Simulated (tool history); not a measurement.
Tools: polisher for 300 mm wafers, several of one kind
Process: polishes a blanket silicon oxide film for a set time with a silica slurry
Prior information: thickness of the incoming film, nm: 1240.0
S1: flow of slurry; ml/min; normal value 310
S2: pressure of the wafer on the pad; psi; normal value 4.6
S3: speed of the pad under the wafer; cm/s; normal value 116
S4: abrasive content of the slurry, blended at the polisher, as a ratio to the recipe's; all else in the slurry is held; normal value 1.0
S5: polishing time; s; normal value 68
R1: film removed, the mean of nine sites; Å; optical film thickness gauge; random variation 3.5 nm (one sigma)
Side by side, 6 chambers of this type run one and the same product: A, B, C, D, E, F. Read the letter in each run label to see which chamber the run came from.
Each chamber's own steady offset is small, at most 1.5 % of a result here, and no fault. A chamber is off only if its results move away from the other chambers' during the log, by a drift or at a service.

run,day,S1,S2,S3,S4,S5,R1
# day 0.017: chamber D: slurry nozzle cleaned
1E,0.112,310,4.6,116,1.0,68,2897.9
2F,0.312,310,4.6,116,1.0,68,2877.5
3A,0.462,310,4.6,116,1.0,68,2927.5
4D,0.658,310,4.6,116,1.0,68,2820.6
# day 0.792: chamber F: conditioning disc replaced and pad reconditioned
5C,0.817,310,4.6,116,1.0,68,2900.9
6B,0.908,310,4.6,116,1.0,68,2853.0
7A,1.062,310,6.0,116,1.0,68,3736.8
8F,1.192,310,6.0,116,1.0,68,3717.8
# day 1.275: chamber C: worn pad replaced by a new one
9D,1.383,310,6.0,116,1.0,68,3835.9
10B,1.592,310,6.0,116,1.0,68,3804.8
11E,1.733,310,6.0,116,1.0,68,3849.0
12C,1.862,310,6.0,116,1.0,68,3813.6
# day 2.004: chamber F: worn pad replaced by a new one
13B,2.008,310,4.6,116,1.0,60,2546.2
14E,2.150,310,4.6,116,1.0,60,2581.6
15F,2.300,310,4.6,116,1.0,60,2618.8
# day 2.429: chamber B: worn pad replaced by a new one
16A,2.446,310,4.6,116,1.0,60,2608.6
17D,2.533,310,4.6,116,1.0,60,2536.3
18C,2.671,310,4.6,116,1.0,60,2533.8
19C,2.838,310,4.6,116,1.0,49,2066.7
20D,2.971,310,4.6,116,1.0,49,2113.5
21F,3.171,310,4.6,116,1.0,49,2084.3
# day 3.296: chamber D: worn pad replaced by a new one
22B,3.358,310,4.6,116,1.0,49,2049.0
23A,3.504,310,4.6,116,1.0,49,2129.0
24E,3.675,310,4.6,116,1.0,49,2032.0
25E,3.858,310,4.6,116,1.0,68,2868.8
26B,4.042,310,4.6,116,1.0,68,2890.5
27A,4.146,310,5.4,116,0.8,68,3141.8
28C,4.271,310,5.4,116,0.8,68,3076.8
# day 4.400: chamber B: conditioning disc replaced and pad reconditioned
29F,4.425,310,5.4,116,0.8,68,3051.4
30D,4.625,310,5.4,116,0.8,68,2999.0
31A,4.738,310,5.4,116,0.8,68,3051.2
# day 4.854: chamber A: worn pad replaced by a new one
32C,4.875,310,5.4,116,0.8,68,3072.4
# day 4.929: chamber F: slurry nozzle cleaned
33B,4.975,310,4.6,116,1.0,68,2848.8
34F,5.142,310,5.8,148,1.0,68,4476.0
35E,5.329,310,5.8,148,1.0,68,4143.1
# day 5.488: chamber D: slurry blender recalibrated
36D,5.533,310,5.8,148,1.0,68,4470.6
37C,5.729,310,5.8,148,1.0,68,4383.6
# day 5.862: chamber E: conditioning disc replaced and pad reconditioned
38B,5.912,310,5.8,148,1.0,68,4266.0
39D,6.100,310,5.8,148,1.0,68,4389.2
40F,6.288,310,4.6,78,1.1,68,2222.4
# day 6.450: chamber E: slurry blender recalibrated
41A,6.483,310,4.6,78,1.1,68,2260.6
42E,6.583,310,4.6,78,1.1,68,1919.5

Each of the 6 chambers runs these same settings next. Fill in every chamber's results:
43A,6.733,310,4.6,116,1.0,51,?
43B,6.733,310,4.6,116,1.0,51,?
43C,6.733,310,4.6,116,1.0,51,?
43D,6.733,310,4.6,116,1.0,51,?
43E,6.733,310,4.6,116,1.0,51,?
43F,6.733,310,4.6,116,1.0,51,?

run,R1
43A,2216.1
43B,2146.1
43C,2163.4
43D,2211.8
43E,1892.1
43F,2182.9

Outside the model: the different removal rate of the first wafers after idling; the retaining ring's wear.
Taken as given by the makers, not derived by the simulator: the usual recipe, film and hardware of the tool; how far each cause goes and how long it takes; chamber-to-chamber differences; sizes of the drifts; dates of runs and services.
